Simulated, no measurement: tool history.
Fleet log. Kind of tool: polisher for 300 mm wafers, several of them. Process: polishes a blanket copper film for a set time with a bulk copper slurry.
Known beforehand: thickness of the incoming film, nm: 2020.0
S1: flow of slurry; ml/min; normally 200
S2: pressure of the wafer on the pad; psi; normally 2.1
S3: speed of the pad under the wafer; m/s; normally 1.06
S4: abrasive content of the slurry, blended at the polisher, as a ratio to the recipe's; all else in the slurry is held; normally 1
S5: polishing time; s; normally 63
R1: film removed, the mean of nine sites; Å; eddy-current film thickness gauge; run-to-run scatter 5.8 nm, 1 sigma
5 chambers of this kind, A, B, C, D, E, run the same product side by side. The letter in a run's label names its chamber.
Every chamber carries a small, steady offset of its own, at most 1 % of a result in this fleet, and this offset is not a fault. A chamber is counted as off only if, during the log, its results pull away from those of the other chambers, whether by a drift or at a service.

run,hour,S1,S2,S3,S4,S5,R1
1D,7.8,200,2.1,1.06,1,63,5272
2E,11.8,200,2.1,1.06,1,63,5128.8
3B,17.8,200,2.1,1.06,1,63,5236
# hour 18.1: chamber D: slurry blender recalibrated
4A,25.9,200,2.1,1.06,1,63,5210.1
# hour 28.4: chamber B: worn pad replaced by a new one
5C,31.7,200,2.1,1.06,1,63,5088
6D,35.7,200,2.1,1.06,1,63,5284.9
# hour 36.8: chamber E: worn pad replaced by a new one
7C,42.8,200,2.1,1.06,1,63,5159.4
# hour 45.4: chamber A: head pressure recalibrated
8B,50.4,200,2.1,1.06,1,63,5261.7
# hour 50.5: chamber C: worn pad replaced by a new one
# hour 54.5: chamber D: worn pad replaced by a new one
9A,57.4,135,2.4,1.06,1,63,5584
10E,62,135,2.4,1.06,1,63,5590.2
11B,68.1,135,2.4,1.06,1,63,5606.2
12C,71.8,135,2.4,1.06,1,63,5469
# hour 75.5: chamber A: worn pad replaced by a new one
13E,78.6,135,2.4,1.06,1,63,5535
# hour 79: chamber B: slurry nozzle cleaned
14D,85.3,200,2.1,1.06,1,63,5237.8
15A,91.6,200,2.1,1.06,1,63,5136.9
16A,96.3,200,2.1,1.06,1,63,5241.9
# hour 100.8: chamber C: worn pad replaced by a new one
17D,101.7,200,2.1,1.06,1,63,5234.7
18E,105.4,200,2.1,1.06,1,63,5030.6
19B,110.7,200,2.1,1.06,1,63,5297.8
# hour 113: chamber E: worn pad replaced by a new one
20C,117.8,200,2.1,1.06,1,63,5282.2
# hour 121: chamber C: slurry blender recalibrated
21D,122.1,200,2.1,1.06,1,63,5323.9
# hour 126.1: chamber A: slurry blender recalibrated
# hour 128.2: chamber B: worn pad replaced by a new one
22A,129.6,200,2.1,1.06,1,63,5247.5
23E,133.9,200,2.1,1.06,1,63,5062.1
24C,141.9,200,2.1,1.06,1,63,5147.5
25B,148,170,1.5,1.06,1,63,3695
# hour 151.7: chamber D: worn pad replaced by a new one
26D,151.7,170,1.5,1.06,1,63,3629.7
# hour 154: chamber D: slurry blender recalibrated
27C,156.5,170,1.5,1.06,1,63,3548
# hour 161.7: chamber A: worn pad replaced by a new one
28A,162,170,1.5,1.06,1,63,3721
# hour 165.1: chamber C: worn pad replaced by a new one
29E,168.6,170,1.5,1.06,1,63,3466.2
30B,175.8,200,2.1,1.06,1,63,5293.5
31A,180.9,200,2.1,1.06,1,63,5263.1
32D,185.8,200,2.1,1.06,1,63,5184.6
# hour 190.4: chamber E: worn pad replaced by a new one
33C,193.8,200,2.1,1.06,1,63,5179.2
34E,199.8,200,2.1,1.06,1,63,4868.5
35B,204.6,200,2.1,1.06,1,63,5298.3
36D,211.5,200,2.1,1.06,1,63,5324.8

Each of the 5 chambers runs these same settings next. Fill in every chamber's results:
37A,217.7,200,2.1,1.06,1,63,?
37B,217.7,200,2.1,1.06,1,63,?
37C,217.7,200,2.1,1.06,1,63,?
37D,217.7,200,2.1,1.06,1,63,?
37E,217.7,200,2.1,1.06,1,63,?

run,R1
37A,5322.6
37B,5257.3
37C,5198.1
37D,5230.2
37E,4784.4
